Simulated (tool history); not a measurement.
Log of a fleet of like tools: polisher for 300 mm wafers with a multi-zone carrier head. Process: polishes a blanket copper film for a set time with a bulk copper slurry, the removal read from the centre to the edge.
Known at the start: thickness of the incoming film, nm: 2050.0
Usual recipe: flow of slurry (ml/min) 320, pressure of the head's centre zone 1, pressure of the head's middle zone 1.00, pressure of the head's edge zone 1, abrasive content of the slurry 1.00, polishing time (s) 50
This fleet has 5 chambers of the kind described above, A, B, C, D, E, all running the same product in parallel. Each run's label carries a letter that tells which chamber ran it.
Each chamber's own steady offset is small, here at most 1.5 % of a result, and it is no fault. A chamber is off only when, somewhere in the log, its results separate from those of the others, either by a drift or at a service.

run	hour	flow of slurry (ml/min)	pressure of the head's centre zone	pressure of the head's middle zone	pressure of the head's edge zone	abrasive content of the slurry	polishing time (s)	wafers polished on this pad	hours since the slurry nozzle was cleaned	hours since the centre zone pressure was calibrated	hours since the edge zone pressure was calibrated	film removed at the wafer's centre (angstrom)	film removed at mid-radius (angstrom)	film removed at the wafer's edge (angstrom)
# hour 8.5: chamber B: edge zone pressure recalibrated
1B	9.9	320	1	1.00	1	1.00	50	551	452.1	615.9	1.5	3473.6	3383.1	3393.0
2D	18.1	320	1	1.00	1	1.00	50	585	230.3	154.9	97.6	3344.1	3424.2	3404.3
# hour 21.2: chamber E: edge zone pressure recalibrated
# hour 26.3: chamber A: worn pad replaced by a new one
3A	27.1	320	1	1.00	1	1.00	50	9	152.9	1077.7	1336.9	3451.3	3342.6	3365.8
# hour 32.6: chamber C: worn pad replaced by a new one
# hour 41.3: chamber B: worn pad replaced by a new one
4E	41.3	320	1	1.00	1	1.00	50	668	119.3	882.1	20.2	3418.8	3381.4	3325.9
5C	49.5	320	1	1.00	1	1.00	50	195	314.2	737.0	570.3	3383.8	3349.8	3365.7
# hour 50.9: chamber E: worn pad replaced by a new one
# hour 51.9: chamber D: slurry nozzle cleaned
6D	57.1	320	1	1.00	1	1.00	50	1036	5.3	193.9	136.6	3280.4	3408.9	3375.1
7C	64.8	320	1	1.00	1	1.00	50	372	329.5	752.3	585.6	3324.1	3362.2	3341.4
8B	77.8	320	1	1.00	1	1.00	50	422	520.0	683.8	69.4	3320.5	3428.6	3416.6
9E	88.9	320	1	1.00	1	1.00	50	439	166.9	929.7	67.8	3387.6	3394.9	3346.5
10A	100.5	320	1	1.00	1	1.00	50	857	226.3	1151.1	1410.3	3394.4	3357.6	3354.0
# hour 102.0: chamber D: worn pad replaced by a new one
11E	111.4	320	1	1.00	1	1.00	50	699	189.4	952.2	90.3	3424.9	3415.2	3337.4
# hour 115.3: chamber A: edge zone pressure recalibrated
# hour 118.6: chamber A: worn pad replaced by a new one
# hour 121.1: chamber E: worn pad replaced by a new one
12B	124.8	320	1	1.00	1	1.00	50	964	567.0	730.8	116.4	3423.2	3449.5	3392.8
# hour 128.2: chamber B: worn pad replaced by a new one
13D	139.2	320	1	1.00	1	1.00	50	430	87.4	276.0	218.7	3334.2	3419.3	3404.4
14C	146.6	320	1	1.00	1	1.00	50	1317	411.3	834.1	667.4	3341.4	3367.1	3338.6
15A	154.3	320	1	1.00	1	1.00	50	413	280.1	1204.9	39.1	3438.5	3406.7	3356.7
16A	163.0	320	1	1.00	1	1.00	50	513	288.8	1213.6	47.8	3401.3	3418.5	3355.4
# hour 167.6: chamber C: worn pad replaced by a new one
17E	175.1	320	1	1.00	1	1.00	50	623	253.1	1015.9	154.0	3304.5	3388.9	3310.1
18B	187.1	270	1	1.00	1	1.00	50	680	629.3	793.1	178.7	3401.0	3362.8	3349.4
19C	196.3	270	1	1.00	1	1.00	50	332	461.0	883.8	717.1	3299.8	3328.6	3331.7
# hour 196.4: chamber E: worn pad replaced by a new one
20D	207.4	270	1	1.00	1	1.00	50	1218	155.6	344.2	286.9	3279.7	3319.5	3321.8
# hour 209.6: chamber D: worn pad replaced by a new one
21E	215.1	270	1	1.00	1	1.00	50	217	293.1	1055.9	194.0	3281.7	3378.1	3311.5
# hour 217.5: chamber A: worn pad replaced by a new one
# hour 223.5: chamber B: worn pad replaced by a new one
22C	225.9	270	1	1.00	1	1.00	50	674	490.6	913.4	746.7	3281.1	3253.8	3278.2
23D	232.9	320	1	0.93	1	0.85	50	269	181.1	369.7	312.4	3251.5	3033.6	3281.6
24A	242.8	320	1	0.93	1	0.85	50	292	368.6	1293.4	127.6	3313.5	3049.5	3261.6
# hour 245.7: chamber A: centre zone pressure recalibrated
# hour 246.3: chamber E: centre zone pressure recalibrated
25B	249.7	320	1	0.93	1	0.85	50	302	691.9	855.7	241.3	3281.5	3100.7	3234.1
26B	263.5	320	1	0.93	1	0.85	50	462	705.7	869.5	255.1	3317.3	3051.0	3319.5
# hour 265.0: chamber E: worn pad replaced by a new one
27D	270.3	320	1	0.93	1	0.85	50	701	218.5	407.1	349.8	3278.8	3029.6	3241.7
# hour 278.7: chamber D: edge zone pressure recalibrated
28E	279.1	320	1	1.00	1	1.00	50	163	357.1	32.9	258.0	3025.5	3401.0	3353.9
29C	286.5	320	1	1.00	1	1.00	50	1374	551.2	974.0	807.3	3340.5	3323.9	3345.2
# hour 290.0: chamber C: worn pad replaced by a new one
# hour 291.4: chamber B: centre zone pressure recalibrated
# hour 291.7: chamber A: slurry nozzle cleaned
30A	296.4	405	1	0.94	1	1.00	50	911	4.8	50.7	181.2	3553.2	3246.8	3385.7
# hour 298.6: chamber D: slurry nozzle cleaned
# hour 301.1: chamber B: worn pad replaced by a new one
31D	305.0	405	1	0.94	1	1.00	50	1102	6.5	441.8	26.3	3396.6	3276.9	3489.4
# hour 312.4: chamber C: edge zone pressure recalibrated
# hour 313.6: chamber C: slurry nozzle cleaned
32E	317.0	405	1	0.94	1	1.00	50	601	395.0	70.8	295.9	3018.4	3278.5	3433.4
# hour 320.2: chamber C: centre zone pressure recalibrated
# hour 323.5: chamber A: worn pad replaced by a new one
# hour 324.8: chamber B: slurry nozzle cleaned
33C	329.4	405	1	0.94	1	1.00	50	455	15.8	9.2	17.0	3371.3	3263.7	3404.3
# hour 335.9: chamber E: worn pad replaced by a new one
34A	336.6	405	1	0.94	1	1.00	50	151	45.0	90.9	221.4	3582.2	3304.1	3393.6
35B	347.8	320	1	1.00	1	1.00	50	539	23.1	56.5	339.4	3429.7	3410.5	3378.9
36E	355.0	320	1	1.00	1	1.00	50	220	433.0	108.8	333.9	2963.6	3348.6	3344.8
37C	365.5	320	1	1.00	1	1.00	50	872	51.9	45.3	53.1	3344.3	3408.5	3332.8
38A	377.1	320	1	1.00	1	1.00	50	619	85.5	131.4	261.9	3442.1	3352.3	3357.9
# hour 377.2: chamber B: worn pad replaced by a new one
39B	384.3	320	1	1.00	1	1.00	50	82	59.6	93.0	375.9	3322.5	3431.4	3393.5

Does one chamber stand apart from the rest, does the shared gauge drift, or is all well apart from small per-chamber offsets? Give the chamber and the most likely cause, where there is one.

Chamber E has stood off from the others ever since a service on it.
What lies behind it: centre zone's pressure below its setpoint, % = 11.2.

Which of the 4 candidates below, each the usual settings with something changed and its results left as question marks, puts chamber E back in line with what the other chambers give on the usual settings?
To be in line, a result may differ from the other chambers' mean on the usual settings by at most: film removed at the wafer's centre (angstrom) 140.0; film removed at mid-radius (angstrom) 120.0; film removed at the wafer's edge (angstrom) 88.0
40E-1	394.7	325	1.10	0.98	0.97	1.00	51					?	?	?
40E-2	394.7	320	1.03	0.99	0.99	1.00	50					?	?	?
40E-3	394.7	320	0.97	1.01	1.01	1.00	50					?	?	?
40E-4	394.7	315	0.90	1.02	1.03	1.00	49					?	?	?

The mean the other chambers reach with the usual settings: film removed at the wafer's centre (angstrom) 3375.4; film removed at mid-radius (angstrom) 3374.4; film removed at the wafer's edge (angstrom) 3370.7
run	film removed at the wafer's centre (angstrom)	film removed at mid-radius (angstrom)	film removed at the wafer's edge (angstrom)
40E-1	3322.4	3386.7	3380.5
40E-2	3025.4	3347.2	3345.7
40E-3	2831.1	3409.2	3380.3
40E-4	2547.9	3367.2	3343.3
Change 40E-1 lands the chamber within the allowed miss of the other chambers.
